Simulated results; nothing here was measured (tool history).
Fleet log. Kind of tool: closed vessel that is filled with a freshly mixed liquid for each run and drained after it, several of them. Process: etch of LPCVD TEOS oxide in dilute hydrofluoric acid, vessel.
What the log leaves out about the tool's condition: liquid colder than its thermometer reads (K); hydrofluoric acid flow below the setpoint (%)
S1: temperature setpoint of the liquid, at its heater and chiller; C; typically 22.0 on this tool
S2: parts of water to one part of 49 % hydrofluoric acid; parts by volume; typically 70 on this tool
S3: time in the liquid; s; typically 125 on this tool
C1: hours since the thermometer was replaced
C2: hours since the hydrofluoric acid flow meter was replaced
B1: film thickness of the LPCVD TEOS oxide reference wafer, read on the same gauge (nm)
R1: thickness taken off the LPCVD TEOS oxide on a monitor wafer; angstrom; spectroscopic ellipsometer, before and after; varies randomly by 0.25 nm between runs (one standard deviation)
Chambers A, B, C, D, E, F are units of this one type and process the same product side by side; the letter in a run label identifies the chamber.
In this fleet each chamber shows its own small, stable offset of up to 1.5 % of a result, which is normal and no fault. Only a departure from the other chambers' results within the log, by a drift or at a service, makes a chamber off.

Run 1B, hour 5.4: usual settings; C1 746.3; C2 82.8; B1 39.993. Result: R1 374.70 angstrom.
At hour 7.4: chamber C: hydrofluoric acid flow meter replaced.
Run 2A, hour 11.7: usual settings; C1 269.5; C2 1600.8; B1 40.001. Result: R1 378.96 angstrom.
Run 3C, hour 20.6: usual settings; C1 635.7; C2 13.3; B1 39.978. Result: R1 376.21 angstrom.
Run 4F, hour 27.2: usual settings; C1 1271.5; C2 1432.5; B1 40.002. Result: R1 374.43 angstrom.
Run 5D, hour 32.8: usual settings; C1 162.8; C2 813.3; B1 39.984. Result: R1 376.69 angstrom.
Run 6E, hour 39.8: usual settings; C1 1663.7; C2 757.3; B1 40.004. Result: R1 377.88 angstrom.
Run 7E, hour 47.4: usual settings but S1 26.5 C, S2 55 parts by volume; C1 1671.3; C2 764.9; B1 39.986. Result: R1 589.12 angstrom.
Run 8D, hour 51.9: usual settings but S1 26.5 C, S2 55 parts by volume; C1 181.9; C2 832.4; B1 40.006. Result: R1 583.14 angstrom.
Run 9F, hour 59.6: usual settings but S1 26.5 C, S2 55 parts by volume; C1 1303.9; C2 1464.9; B1 39.992. Result: R1 582.44 angstrom.
Run 10B, hour 66.7: usual settings but S1 26.5 C, S2 55 parts by volume; C1 807.6; C2 144.1; B1 39.988. Result: R1 576.85 angstrom.
At hour 68.7: chamber D: hydrofluoric acid flow meter replaced.
Run 11C, hour 72.4: usual settings but S1 26.5 C, S2 55 parts by volume; C1 687.5; C2 65.1; B1 40.013. Result: R1 579.91 angstrom.
Run 12A, hour 80.7: usual settings but S1 26.5 C, S2 55 parts by volume; C1 338.5; C2 1669.8; B1 40.028. Result: R1 589.26 angstrom.
Run 13D, hour 89.3: usual settings but S1 18.5 C; C1 219.3; C2 20.6; B1 40.002. Result: R1 327.21 angstrom.
Run 14F, hour 94.8: usual settings but S1 18.5 C; C1 1339.1; C2 1500.1; B1 39.988. Result: R1 318.91 angstrom.
Run 15E, hour 99.6: usual settings but S1 18.5 C; C1 1723.5; C2 817.1; B1 40.008. Result: R1 326.25 angstrom.
Run 16C, hour 104.7: usual settings but S1 18.5 C; C1 719.8; C2 97.4; B1 40.013. Result: R1 323.44 angstrom.
Run 17B, hour 112.9: usual settings but S1 18.5 C; C1 853.8; C2 190.3; B1 40.003. Result: R1 320.24 angstrom.
Run 18A, hour 121.9: usual settings but S1 18.5 C; C1 379.7; C2 1711.0; B1 40.005. Result: R1 321.25 angstrom.
Run 19C, hour 129.0: usual settings; C1 744.1; C2 121.7; B1 39.986. Result: R1 370.88 angstrom.
Run 20B, hour 137.5: usual settings; C1 878.4; C2 214.9; B1 39.996. Result: R1 374.68 angstrom.
Run 21F, hour 142.5: usual settings; C1 1386.8; C2 1547.8; B1 40.000. Result: R1 375.36 angstrom.
Run 22E, hour 147.1: usual settings; C1 1771.0; C2 864.6; B1 40.020. Result: R1 377.27 angstrom.
Run 23D, hour 154.5: usual settings; C1 284.5; C2 85.8; B1 40.014. Result: R1 375.26 angstrom.
Run 24A, hour 158.9: usual settings; C1 416.7; C2 1748.0; B1 40.002. Result: R1 372.74 angstrom.
Run 25E, hour 168.4: usual settings; C1 1792.3; C2 885.9; B1 40.032. Result: R1 372.75 angstrom.
Run 26B, hour 174.3: usual settings but S3 200 s; C1 915.2; C2 251.7; B1 39.995. Result: R1 596.59 angstrom.
Run 27C, hour 182.6: usual settings but S3 200 s; C1 797.7; C2 175.3; B1 40.011. Result: R1 605.97 angstrom.
Run 28A, hour 190.6: usual settings but S3 200 s; C1 448.4; C2 1779.7; B1 40.002. Result: R1 601.11 angstrom.
Run 29D, hour 197.0: usual settings but S3 200 s; C1 327.0; C2 128.3; B1 40.013. Result: R1 592.35 angstrom.
Run 30F, hour 202.8: usual settings but S3 200 s; C1 1447.1; C2 1608.1; B1 40.014. Result: R1 596.90 angstrom.
Run 31B, hour 209.0: usual settings but S3 200 s; C1 949.9; C2 286.4; B1 39.996. Result: R1 595.15 angstrom.
Run 32D, hour 213.6: usual settings; C1 343.6; C2 144.9; B1 40.009. Result: R1 372.61 angstrom.
Run 33A, hour 218.5: usual settings; C1 476.3; C2 1807.6; B1 39.993. Result: R1 368.52 angstrom.
Run 34F, hour 226.0: usual settings; C1 1470.3; C2 1631.3; B1 40.012. Result: R1 371.14 angstrom.
Run 35C, hour 230.2: usual settings; C1 845.3; C2 222.9; B1 39.991. Result: R1 371.77 angstrom.
Run 36E, hour 238.5: usual settings; C1 1862.4; C2 956.0; B1 40.011. Result: R1 373.86 angstrom.
Run 37F, hour 244.2: usual settings; C1 1488.5; C2 1649.5; B1 39.986. Result: R1 376.20 angstrom.
Run 38E, hour 251.8: usual settings; C1 1875.7; C2 969.3; B1 39.994. Result: R1 379.74 angstrom.
Run 39B, hour 260.9: usual settings but S2 85 parts by volume, S3 75 s; C1 1001.8; C2 338.3; B1 40.007. Result: R1 178.94 angstrom.
Run 40A, hour 267.9: usual settings but S2 85 parts by volume, S3 75 s; C1 525.7; C2 1857.0; B1 39.982. Result: R1 177.30 angstrom.
Run 41C, hour 275.1: usual settings but S2 85 parts by volume, S3 75 s; C1 890.2; C2 267.8; B1 40.006. Result: R1 182.13 angstrom.
Run 42D, hour 280.7: usual settings but S2 85 parts by volume, S3 75 s; C1 410.7; C2 212.0; B1 40.014. Result: R1 181.83 angstrom.
Run 43D, hour 287.6: usual settings but S2 85 parts by volume, S3 75 s; C1 417.6; C2 218.9; B1 40.001. Result: R1 182.86 angstrom.
Run 44C, hour 293.4: usual settings but S2 85 parts by volume, S3 75 s; C1 908.5; C2 286.1; B1 39.986. Result: R1 181.86 angstrom.

Next, every chamber runs the same settings. What will each give?
Run 45A, hour 300.2: usual settings but S2 100 parts by volume. Result: R1 ?.
Run 45B, hour 300.2: usual settings but S2 100 parts by volume. Result: R1 ?.
Run 45C, hour 300.2: usual settings but S2 100 parts by volume. Result: R1 ?.
Run 45D, hour 300.2: usual settings but S2 100 parts by volume. Result: R1 ?.
Run 45E, hour 300.2: usual settings but S2 100 parts by volume. Result: R1 ?.
Run 45F, hour 300.2: usual settings but S2 100 parts by volume. Result: R1 ?.

run      R1
45A  246.26
45B  250.10
45C  256.92
45D  254.24
45E  255.78
45F  255.43
